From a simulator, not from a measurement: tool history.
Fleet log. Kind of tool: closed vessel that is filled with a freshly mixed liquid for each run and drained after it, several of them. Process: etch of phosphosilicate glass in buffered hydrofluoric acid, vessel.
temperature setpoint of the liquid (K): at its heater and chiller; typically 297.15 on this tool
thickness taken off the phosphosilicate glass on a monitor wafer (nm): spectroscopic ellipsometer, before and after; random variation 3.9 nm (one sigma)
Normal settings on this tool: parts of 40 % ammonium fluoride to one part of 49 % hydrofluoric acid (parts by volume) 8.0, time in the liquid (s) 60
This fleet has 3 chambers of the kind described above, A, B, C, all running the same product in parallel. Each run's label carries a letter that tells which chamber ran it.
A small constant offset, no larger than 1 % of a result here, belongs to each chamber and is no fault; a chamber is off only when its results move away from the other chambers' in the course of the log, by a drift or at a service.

run	day	temperature setpoint of the liquid (K)	parts of 40 % ammonium fluoride to one part of 49 % hydrofluoric acid (parts by volume)	time in the liquid (s)	read-back film thickness of the phosphosilicate glass reference wafer, read on the same gauge (nm)	thickness taken off the phosphosilicate glass on a monitor wafer (nm)
1B	0.212	297.15	8.0	60	70.021	493.23
2C	0.483	297.15	8.0	60	69.986	494.22
3A	0.800	297.15	8.0	60	69.979	500.96
4C	0.992	297.15	8.0	60	70.006	499.96
5A	1.250	297.15	8.0	60	69.992	497.63
6B	1.562	297.15	6.5	45	70.012	450.81
7A	1.712	297.15	6.5	45	69.982	456.13
8C	1.900	297.15	6.5	45	70.007	454.62
9B	2.133	297.15	8.0	40	70.004	330.70
10C	2.300	297.15	8.0	40	70.018	332.73
11A	2.475	297.15	8.0	40	69.988	334.05
12B	2.762	297.15	8.0	60	70.048	487.25
13C	2.946	297.15	8.0	60	69.994	490.08
14A	3.104	297.15	8.0	60	70.001	501.77
15B	3.333	297.15	5.5	95	70.005	1111.60
16A	3.571	297.15	5.5	95	70.020	1118.60
17C	3.742	297.15	5.5	95	69.993	1098.90
18B	4.008	297.15	8.0	60	69.982	493.32
19A	4.262	297.15	8.0	60	69.971	499.68
20C	4.471	297.15	8.0	60	69.988	481.13
21B	4.729	297.15	8.0	60	69.990	498.56
22A	4.942	297.15	8.0	60	70.016	495.19
23C	5.233	297.15	8.0	50	69.993	398.75
24B	5.492	297.15	8.0	50	70.012	412.51
25C	5.721	297.15	8.0	50	70.001	392.58
26A	5.892	297.15	8.0	60	69.991	500.52
27B	6.162	301.15	6.0	60	70.021	791.23
28B	6.417	301.15	6.0	60	70.019	807.69
29C	6.621	301.15	6.0	60	69.995	781.10
30A	6.904	297.15	8.0	60	70.000	504.28

Which is it: a chamber that has drifted or been left off by a service, a gauge drift common to all chambers, or only each chamber's usual small offset? If a chamber is off, name it and its likeliest cause.

One chamber, C, drifts off from the rest bit by bit.
What lies behind it: hydrofluoric acid flow below the setpoint (%) = 5.96.
The log may not tell that from: liquid colder than its thermometer reads (K).

Below are 4 candidate recipes for chamber C's next run, each the usual settings with a change, their results shown as question marks. Which of them brings C's results back in line with what the other chambers give on the usual settings?
A result is in line if it is within this distance of the other chambers' mean on the usual settings: thickness taken off the phosphosilicate glass on a monitor wafer (nm) 14.00
31C-1	7.142	297.15	7.5	60		?
31C-2	7.142	294.65	8.0	60		?
31C-3	7.142	299.65	8.0	60		?
31C-4	7.142	297.15	8.5	60		?

The other chambers' mean on the usual settings: thickness taken off the phosphosilicate glass on a monitor wafer (nm) 496.46
run	thickness taken off the phosphosilicate glass on a monitor wafer (nm)
31C-1	499.52
31C-2	406.78
31C-3	532.12
31C-4	436.76
With 31C-1, the chamber falls back in line with the rest.
